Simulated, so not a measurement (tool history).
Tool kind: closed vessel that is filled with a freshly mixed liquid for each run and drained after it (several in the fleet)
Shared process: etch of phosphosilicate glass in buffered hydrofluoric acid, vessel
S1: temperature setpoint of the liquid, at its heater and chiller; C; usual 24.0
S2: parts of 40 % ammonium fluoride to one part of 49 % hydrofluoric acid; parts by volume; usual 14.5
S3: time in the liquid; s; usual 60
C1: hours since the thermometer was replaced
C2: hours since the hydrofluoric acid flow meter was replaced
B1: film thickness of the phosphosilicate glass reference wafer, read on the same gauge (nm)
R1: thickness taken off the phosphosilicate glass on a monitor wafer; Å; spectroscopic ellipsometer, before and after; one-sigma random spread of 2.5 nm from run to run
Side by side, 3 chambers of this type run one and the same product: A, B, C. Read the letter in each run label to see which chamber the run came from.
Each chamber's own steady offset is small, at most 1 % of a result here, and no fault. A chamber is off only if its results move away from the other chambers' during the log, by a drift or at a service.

run,hour,S1,S2,S3,C1,C2,B1,R1
1C,5.6,24.0,14.5,60,1224.3,231.3,60.026,2642.0
2B,15.7,24.0,14.5,60,1031.3,422.7,59.986,2692.4
3A,21.1,24.0,14.5,60,257.2,169.2,59.997,2646.6
4C,26.2,24.0,14.5,60,1244.9,251.9,59.979,2631.9
5B,31.4,24.0,14.5,60,1047.0,438.4,59.963,2712.4
6A,41.6,24.0,14.5,60,277.7,189.7,60.017,2598.6
7A,50.5,24.0,14.5,60,286.6,198.6,60.005,2651.6
8C,58.0,24.0,14.5,60,1276.7,283.7,59.991,2661.7
9B,66.3,21.5,17.0,60,1081.9,473.3,60.056,1991.1
10A,71.6,21.5,17.0,60,307.7,219.7,59.991,2011.5
11C,82.0,21.5,17.0,60,1300.7,307.7,59.971,1973.2
12B,92.2,24.0,14.5,60,1107.8,499.2,60.031,2669.1
13A,99.3,24.0,14.5,60,335.4,247.4,60.001,2792.5
14C,109.0,24.0,18.5,90,1327.7,334.7,59.993,3139.1
15B,115.7,24.0,18.5,90,1131.3,522.7,59.967,3178.0
16A,120.4,24.0,18.5,90,356.5,268.5,60.021,3300.2
17B,130.0,24.0,14.5,60,1145.6,537.0,60.023,2656.0
18C,136.0,24.0,14.5,60,1354.7,361.7,60.001,2648.3
19C,142.4,24.0,14.5,60,1361.1,368.1,59.975,2670.5
20B,152.2,24.0,14.5,60,1167.8,559.2,60.000,2702.8
21A,159.6,24.0,14.5,60,395.7,307.7,60.001,2834.9
22B,165.1,24.0,14.5,60,1180.7,572.1,59.964,2679.8
23C,173.6,24.0,14.5,60,1392.3,399.3,60.003,2652.4
24A,179.2,24.0,14.5,60,415.3,327.3,60.047,2979.4

Does one chamber stand apart from the rest, does the shared gauge drift, or is all well apart from small per-chamber offsets? Give the chamber and the most likely cause, where there is one.

One chamber, A, drifts off from the rest bit by bit.
Likeliest cause: liquid hotter than its thermometer reads (K) = 2.03.
The log may not separate it from: hydrofluoric acid flow above the setpoint (%).

Below are 4 candidate recipes for chamber A's next run, each the usual settings with a change, their results shown as question marks. Which of them brings A's results back in line with what the other chambers give on the usual settings?
Counts as in line when no further than this from what the other chambers average on the usual settings: R1 89.0 Å
25A-1,186.6,24.0,14.0,60,,,,?
25A-2,186.6,24.5,14.5,65,,,,?
25A-3,186.6,22.0,14.5,60,,,,?
25A-4,186.6,24.0,15.0,60,,,,?

On the usual settings, the other chambers give on average: R1 2672.7 Å
run,R1
25A-1,3049.1
25A-2,3280.3
25A-3,2648.9
25A-4,2852.6
Change 25A-3 lands the chamber within the allowed miss of the other chambers.
